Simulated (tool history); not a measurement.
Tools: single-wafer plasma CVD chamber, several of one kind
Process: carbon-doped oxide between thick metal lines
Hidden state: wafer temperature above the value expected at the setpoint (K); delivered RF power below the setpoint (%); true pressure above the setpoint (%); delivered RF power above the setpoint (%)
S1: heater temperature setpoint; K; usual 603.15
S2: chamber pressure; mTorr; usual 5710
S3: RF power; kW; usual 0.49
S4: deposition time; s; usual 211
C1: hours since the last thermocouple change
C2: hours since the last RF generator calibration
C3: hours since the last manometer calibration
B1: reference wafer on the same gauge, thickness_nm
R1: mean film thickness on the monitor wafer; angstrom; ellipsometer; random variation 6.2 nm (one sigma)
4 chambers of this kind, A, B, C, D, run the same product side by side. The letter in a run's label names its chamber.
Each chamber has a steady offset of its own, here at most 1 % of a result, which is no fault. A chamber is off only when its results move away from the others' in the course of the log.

{"run": "1B", "day": 0.196, "S1": 603.15, "S2": 5710, "S3": 0.49, "S4": 211, "C1": 251.5, "C2": 1307.2, "C3": 1193.9, "B1": 1029.3, "R1": 11305}
{"run": "2A", "day": 0.329, "S1": 603.15, "S2": 5710, "S3": 0.49, "S4": 211, "C1": 141.2, "C2": 1067.3, "C3": 197.1, "B1": 1029.6, "R1": 11162}
{"run": "3C", "day": 0.438, "S1": 603.15, "S2": 5710, "S3": 0.49, "S4": 211, "C1": 180.5, "C2": 1687.8, "C3": 267.2, "B1": 1031, "R1": 11221}
{"run": "4D", "day": 0.554, "S1": 603.15, "S2": 5710, "S3": 0.49, "S4": 211, "C1": 996.2, "C2": 2214.7, "C3": 908.3, "B1": 1029.9, "R1": 11197}
{"run": "5B", "day": 0.675, "S1": 603.15, "S2": 5710, "S3": 0.49, "S4": 211, "C1": 263, "C2": 1318.7, "C3": 1205.4, "B1": 1029.3, "R1": 11199}
{"run": "6D", "day": 0.838, "S1": 603.15, "S2": 5710, "S3": 0.49, "S4": 211, "C1": 1003, "C2": 2221.5, "C3": 915.1, "B1": 1031.1, "R1": 11456}
{"run": "7C", "day": 1.008, "S1": 603.15, "S2": 5710, "S3": 0.49, "S4": 211, "C1": 194.2, "C2": 1701.5, "C3": 280.9, "B1": 1031.5, "R1": 11376}
{"run": "8A", "day": 1.208, "S1": 603.15, "S2": 5710, "S3": 0.49, "S4": 211, "C1": 162.3, "C2": 1088.4, "C3": 218.2, "B1": 1029.2, "R1": 11257}
{"run": "9D", "day": 1.404, "S1": 603.15, "S2": 5710, "S3": 0.49, "S4": 211, "C1": 1016.6, "C2": 2235.1, "C3": 928.7, "B1": 1030.4, "R1": 11338}
{"run": "10A", "day": 1.546, "S1": 603.15, "S2": 5710, "S3": 0.49, "S4": 211, "C1": 170.4, "C2": 1096.5, "C3": 226.3, "B1": 1030, "R1": 11345}
{"run": "11B", "day": 1.658, "S1": 603.15, "S2": 5710, "S3": 0.49, "S4": 211, "C1": 286.6, "C2": 1342.3, "C3": 1229, "B1": 1029.8, "R1": 11276}
{"run": "12C", "day": 1.862, "S1": 603.15, "S2": 6430, "S3": 0.49, "S4": 224, "C1": 214.7, "C2": 1722, "C3": 301.4, "B1": 1028.9, "R1": 12179}
{"run": "13C", "day": 1.954, "S1": 603.15, "S2": 6430, "S3": 0.49, "S4": 224, "C1": 216.9, "C2": 1724.2, "C3": 303.6, "B1": 1028.9, "R1": 12421}
{"run": "14B", "day": 2.142, "S1": 603.15, "S2": 6430, "S3": 0.49, "S4": 224, "C1": 298.2, "C2": 1353.9, "C3": 1240.6, "B1": 1029.5, "R1": 12227}
{"run": "15D", "day": 2.25, "S1": 603.15, "S2": 6430, "S3": 0.49, "S4": 224, "C1": 1036.9, "C2": 2255.4, "C3": 949, "B1": 1030.1, "R1": 12145}
{"run": "16A", "day": 2.4, "S1": 603.15, "S2": 5710, "S3": 0.49, "S4": 211, "C1": 190.9, "C2": 1117, "C3": 246.8, "B1": 1029.1, "R1": 11224}
{"run": "17A", "day": 2.604, "S1": 603.15, "S2": 5710, "S3": 0.49, "S4": 211, "C1": 195.8, "C2": 1121.9, "C3": 251.7, "B1": 1029.9, "R1": 11008}
{"run": "18D", "day": 2.775, "S1": 603.15, "S2": 5710, "S3": 0.49, "S4": 211, "C1": 1049.5, "C2": 2268, "C3": 961.6, "B1": 1029.2, "R1": 11410}
{"run": "19C", "day": 2.975, "S1": 603.15, "S2": 5710, "S3": 0.49, "S4": 211, "C1": 241.4, "C2": 1748.7, "C3": 328.1, "B1": 1030.3, "R1": 11417}
{"run": "20B", "day": 3.129, "S1": 603.15, "S2": 5710, "S3": 0.49, "S4": 211, "C1": 321.9, "C2": 1377.6, "C3": 1264.3, "B1": 1029.9, "R1": 11205}
{"run": "21A", "day": 3.275, "S1": 603.15, "S2": 5710, "S3": 0.49, "S4": 211, "C1": 211.9, "C2": 1138, "C3": 267.8, "B1": 1030.4, "R1": 11073}
{"run": "22B", "day": 3.412, "S1": 603.15, "S2": 5710, "S3": 0.49, "S4": 211, "C1": 328.7, "C2": 1384.4, "C3": 1271.1, "B1": 1030.2, "R1": 11262}
{"run": "23C", "day": 3.55, "S1": 603.15, "S2": 5710, "S3": 0.49, "S4": 211, "C1": 255.2, "C2": 1762.5, "C3": 341.9, "B1": 1031.8, "R1": 11366}
{"run": "24D", "day": 3.65, "S1": 603.15, "S2": 5710, "S3": 0.49, "S4": 211, "C1": 1070.5, "C2": 2289, "C3": 982.6, "B1": 1029.3, "R1": 11359}
{"run": "25D", "day": 3.758, "S1": 603.15, "S2": 5710, "S3": 0.49, "S4": 211, "C1": 1073.1, "C2": 2291.6, "C3": 985.2, "B1": 1029.6, "R1": 11393}
{"run": "26B", "day": 3.858, "S1": 594.15, "S2": 5710, "S3": 0.49, "S4": 211, "C1": 339.4, "C2": 1395.1, "C3": 1281.8, "B1": 1029.6, "R1": 11592}
{"run": "27A", "day": 4.004, "S1": 594.15, "S2": 5710, "S3": 0.49, "S4": 211, "C1": 229.4, "C2": 1155.5, "C3": 285.3, "B1": 1029, "R1": 11367}
{"run": "28C", "day": 4.142, "S1": 594.15, "S2": 5710, "S3": 0.49, "S4": 211, "C1": 269.4, "C2": 1776.7, "C3": 356.1, "B1": 1031.2, "R1": 11670}
{"run": "29B", "day": 4.308, "S1": 594.15, "S2": 5710, "S3": 0.49, "S4": 211, "C1": 350.2, "C2": 1405.9, "C3": 1292.6, "B1": 1030.2, "R1": 11713}
{"run": "30C", "day": 4.5, "S1": 603.15, "S2": 5710, "S3": 0.49, "S4": 211, "C1": 278, "C2": 1785.3, "C3": 364.7, "B1": 1029.1, "R1": 11453}
{"run": "31D", "day": 4.604, "S1": 603.15, "S2": 5710, "S3": 0.49, "S4": 211, "C1": 1093.4, "C2": 2311.9, "C3": 1005.5, "B1": 1028.9, "R1": 11305}
{"run": "32A", "day": 4.762, "S1": 603.15, "S2": 5710, "S3": 0.49, "S4": 211, "C1": 247.6, "C2": 1173.7, "C3": 303.5, "B1": 1030.8, "R1": 11026}
{"run": "33C", "day": 4.958, "S1": 603.15, "S2": 5710, "S3": 0.49, "S4": 211, "C1": 289, "C2": 1796.3, "C3": 375.7, "B1": 1029.9, "R1": 11438}
{"run": "34A", "day": 5.129, "S1": 603.15, "S2": 5710, "S3": 0.49, "S4": 211, "C1": 256.4, "C2": 1182.5, "C3": 312.3, "B1": 1031.6, "R1": 10929}
{"run": "35B", "day": 5.308, "S1": 603.15, "S2": 5710, "S3": 0.49, "S4": 211, "C1": 374.2, "C2": 1429.9, "C3": 1316.6, "B1": 1032.3, "R1": 11201}
{"run": "36D", "day": 5.488, "S1": 603.15, "S2": 5710, "S3": 0.49, "S4": 211, "C1": 1114.6, "C2": 2333.1, "C3": 1026.7, "B1": 1030.4, "R1": 11330}
{"run": "37C", "day": 5.633, "S1": 603.15, "S2": 5710, "S3": 0.49, "S4": 211, "C1": 305.2, "C2": 1812.5, "C3": 391.9, "B1": 1029.9, "R1": 11379}

What goes on in this fleet: one chamber off, a drifting gauge, or nothing beyond the chambers' own small offsets? Name the chamber and the cause, if any.

Chamber A drifts away from the others.
Cause: delivered RF power below the setpoint (%) = 5.32.

Here are 4 candidates for chamber A's next run, each the usual settings with a change, their results left as question marks. Which one brings its results back in line with what the others give on the usual settings?
In line means no further than this from the other chambers' mean on the usual settings: R1 220 angstrom
{"run": "38A-1", "day": 5.788, "S1": 603.15, "S2": 5710, "S3": 0.5, "S4": 217, "R1": "?"}
{"run": "38A-2", "day": 5.788, "S1": 603.15, "S2": 5710, "S3": 0.49, "S4": 195, "R1": "?"}
{"run": "38A-3", "day": 5.788, "S1": 603.15, "S2": 5680, "S3": 0.48, "S4": 205, "R1": "?"}
{"run": "38A-4", "day": 5.788, "S1": 587.15, "S2": 6710, "S3": 0.49, "S4": 211, "R1": "?"}

The other chambers' mean on the usual settings: R1 11333 angstrom
run=38A-1 R1=11385
run=38A-2 R1=10109
run=38A-3 R1=10487
run=38A-4 R1=11774
38A-1 brings the chamber back in line.

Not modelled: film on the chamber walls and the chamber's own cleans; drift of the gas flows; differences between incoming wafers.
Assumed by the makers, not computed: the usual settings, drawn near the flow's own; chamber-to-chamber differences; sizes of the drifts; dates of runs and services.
